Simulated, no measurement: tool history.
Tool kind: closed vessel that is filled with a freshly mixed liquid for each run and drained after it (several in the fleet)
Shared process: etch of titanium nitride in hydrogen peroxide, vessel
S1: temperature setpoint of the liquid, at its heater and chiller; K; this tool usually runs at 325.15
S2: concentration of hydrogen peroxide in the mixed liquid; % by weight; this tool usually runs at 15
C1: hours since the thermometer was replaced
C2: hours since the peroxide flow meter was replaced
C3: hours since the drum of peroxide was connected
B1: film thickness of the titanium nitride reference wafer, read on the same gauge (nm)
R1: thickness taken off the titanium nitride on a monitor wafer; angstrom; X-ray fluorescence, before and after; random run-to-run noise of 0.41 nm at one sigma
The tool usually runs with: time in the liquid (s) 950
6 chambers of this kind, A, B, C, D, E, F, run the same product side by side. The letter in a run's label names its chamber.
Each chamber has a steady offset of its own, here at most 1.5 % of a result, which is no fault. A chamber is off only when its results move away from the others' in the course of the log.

Run 1C, hour 6.8: usual settings; C1 454.8; C2 471.5; C3 669.3; B1 89.95. Result: R1 481.32 angstrom.
Run 2E, hour 12.1: usual settings; C1 260.4; C2 273; C3 620.5; B1 90.045. Result: R1 476.41 angstrom.
Run 3F, hour 20.6: usual settings; C1 1442.1; C2 28.5; C3 414.2; B1 89.984. Result: R1 481.81 angstrom.
Run 4A, hour 30: usual settings; C1 321.4; C2 1978.3; C3 120.2; B1 90.029. Result: R1 485.1 angstrom.
Run 5B, hour 36.1: usual settings; C1 1075.9; C2 1016.8; C3 652.7; B1 90.007. Result: R1 475.76 angstrom.
Run 6D, hour 40.4: usual settings; C1 418.2; C2 2294.1; C3 1212.2; B1 90.041. Result: R1 477.93 angstrom.
Run 7E, hour 46.9: usual settings; C1 295.2; C2 307.8; C3 655.3; B1 90.041. Result: R1 481.17 angstrom.
Run 8F, hour 54.6: usual settings but S1 330.65 K; C1 1476.1; C2 62.5; C3 448.2; B1 90.022. Result: R1 719.79 angstrom.
At hour 57.4: chamber A: peroxide flow meter replaced.
Run 9B, hour 59.8: usual settings but S1 330.65 K; C1 1099.6; C2 1040.5; C3 676.4; B1 90.034. Result: R1 699.87 angstrom.
Run 10D, hour 63.9: usual settings but S1 330.65 K; C1 441.7; C2 2317.6; C3 1235.7; B1 89.968. Result: R1 705.42 angstrom.
Run 11A, hour 69.2: usual settings but S1 330.65 K; C1 360.6; C2 11.9; C3 159.4; B1 90.006. Result: R1 714.89 angstrom.
Run 12C, hour 74.1: usual settings but S1 330.65 K; C1 522.1; C2 538.8; C3 736.6; B1 89.989. Result: R1 708.92 angstrom.
At hour 77: chamber C: new drum of peroxide connected.
Run 13F, hour 78.1: usual settings but S1 330.65 K; C1 1499.6; C2 86; C3 471.7; B1 89.963. Result: R1 709.51 angstrom.
Run 14E, hour 84.3: usual settings but S1 322.15 K; C1 332.6; C2 345.2; C3 692.7; B1 90.011. Result: R1 385.81 angstrom.
Run 15A, hour 91.4: usual settings but S1 322.15 K; C1 382.8; C2 34.1; C3 181.6; B1 90.043. Result: R1 396.77 angstrom.
Run 16D, hour 98.2: usual settings but S1 322.15 K; C1 476; C2 2351.9; C3 1270; B1 90.007. Result: R1 379.27 angstrom.
Run 17B, hour 104.5: usual settings but S1 322.15 K; C1 1144.3; C2 1085.2; C3 721.1; B1 89.974. Result: R1 379.46 angstrom.
Run 18C, hour 111.5: usual settings but S1 322.15 K; C1 559.5; C2 576.2; C3 34.5; B1 90.015. Result: R1 388.54 angstrom.
Run 19E, hour 118.3: usual settings but S1 322.15 K; C1 366.6; C2 379.2; C3 726.7; B1 89.979. Result: R1 383.06 angstrom.
Run 20B, hour 123.6: usual settings; C1 1163.4; C2 1104.3; C3 740.2; B1 89.989. Result: R1 475.08 angstrom.
Run 21D, hour 132.6: usual settings; C1 510.4; C2 2386.3; C3 1304.4; B1 90.002. Result: R1 463.62 angstrom.
Run 22F, hour 138.9: usual settings; C1 1560.4; C2 146.8; C3 532.5; B1 90.003. Result: R1 491.08 angstrom.
Run 23C, hour 144.4: usual settings; C1 592.4; C2 609.1; C3 67.4; B1 90.004. Result: R1 489.59 angstrom.
Run 24A, hour 150.1: usual settings; C1 441.5; C2 92.8; C3 240.3; B1 90.052. Result: R1 486.13 angstrom.
At hour 153.5: chamber D: peroxide flow meter replaced.
Run 25F, hour 158.1: usual settings but S2 12 % by weight; C1 1579.6; C2 166; C3 551.7; B1 89.999. Result: R1 463.78 angstrom.
Run 26A, hour 165.8: usual settings but S2 12 % by weight; C1 457.2; C2 108.5; C3 256; B1 90.017. Result: R1 462.62 angstrom.
Run 27D, hour 173.4: usual settings but S2 12 % by weight; C1 551.2; C2 19.9; C3 1345.2; B1 89.985. Result: R1 434.12 angstrom.
Run 28C, hour 177.6: usual settings but S2 12 % by weight; C1 625.6; C2 642.3; C3 100.6; B1 90. Result: R1 461.67 angstrom.
Run 29B, hour 182.1: usual settings but S2 12 % by weight; C1 1221.9; C2 1162.8; C3 798.7; B1 89.999. Result: R1 454.12 angstrom.
Run 30E, hour 188.8: usual settings but S2 12 % by weight; C1 437.1; C2 449.7; C3 797.2; B1 89.999. Result: R1 451.33 angstrom.
Run 31E, hour 196.2: usual settings; C1 444.5; C2 457.1; C3 804.6; B1 89.995. Result: R1 482.11 angstrom.
Run 32D, hour 204: usual settings; C1 581.8; C2 50.5; C3 1375.8; B1 89.952. Result: R1 445.1 angstrom.
Run 33F, hour 208.8: usual settings but time in the liquid (s) 640; C1 1630.3; C2 216.7; C3 602.4; B1 89.998. Result: R1 328.7 angstrom.
Run 34A, hour 213.7: usual settings but time in the liquid (s) 640; C1 505.1; C2 156.4; C3 303.9; B1 90.014. Result: R1 328.76 angstrom.
Run 35C, hour 219.8: usual settings but time in the liquid (s) 640; C1 667.8; C2 684.5; C3 142.8; B1 90.01. Result: R1 326.92 angstrom.
At hour 227.8: chamber B: new drum of peroxide connected.
Run 36B, hour 228.1: usual settings but time in the liquid (s) 640; C1 1267.9; C2 1208.8; C3 0.4; B1 90.002. Result: R1 322.9 angstrom.

Which is it: a chamber that has drifted or been left off by a service, a gauge drift common to all chambers, or only each chamber's usual small offset? If a chamber is off, name it and its likeliest cause.

One chamber, D, drifts off from the rest bit by bit.
What lies behind it: liquid colder than its thermometer reads (K) = 1.27.

Which of the 4 candidates below, each the usual settings with something changed and its results left as question marks, puts chamber D back in line with what the other chambers give on the usual settings?
In line means no further than this from the other chambers' mean on the usual settings: R1 14 angstrom
Run 37D-1, hour 234.8: usual settings but time in the liquid (s) 820. Result: R1 ?.
Run 37D-2, hour 234.8: usual settings but time in the liquid (s) 1095. Result: R1 ?.
Run 37D-3, hour 234.8: usual settings but time in the liquid (s) 865. Result: R1 ?.
Run 37D-4, hour 234.8: usual settings but time in the liquid (s) 1035. Result: R1 ?.

Other chambers, usual settings, mean: R1 481.8 angstrom
  run      R1
37D-1  378.64
37D-2  505.63
37D-3  399.42
37D-4  477.92
37D-4 is the one that brings the chamber's results back in line with the other chambers.
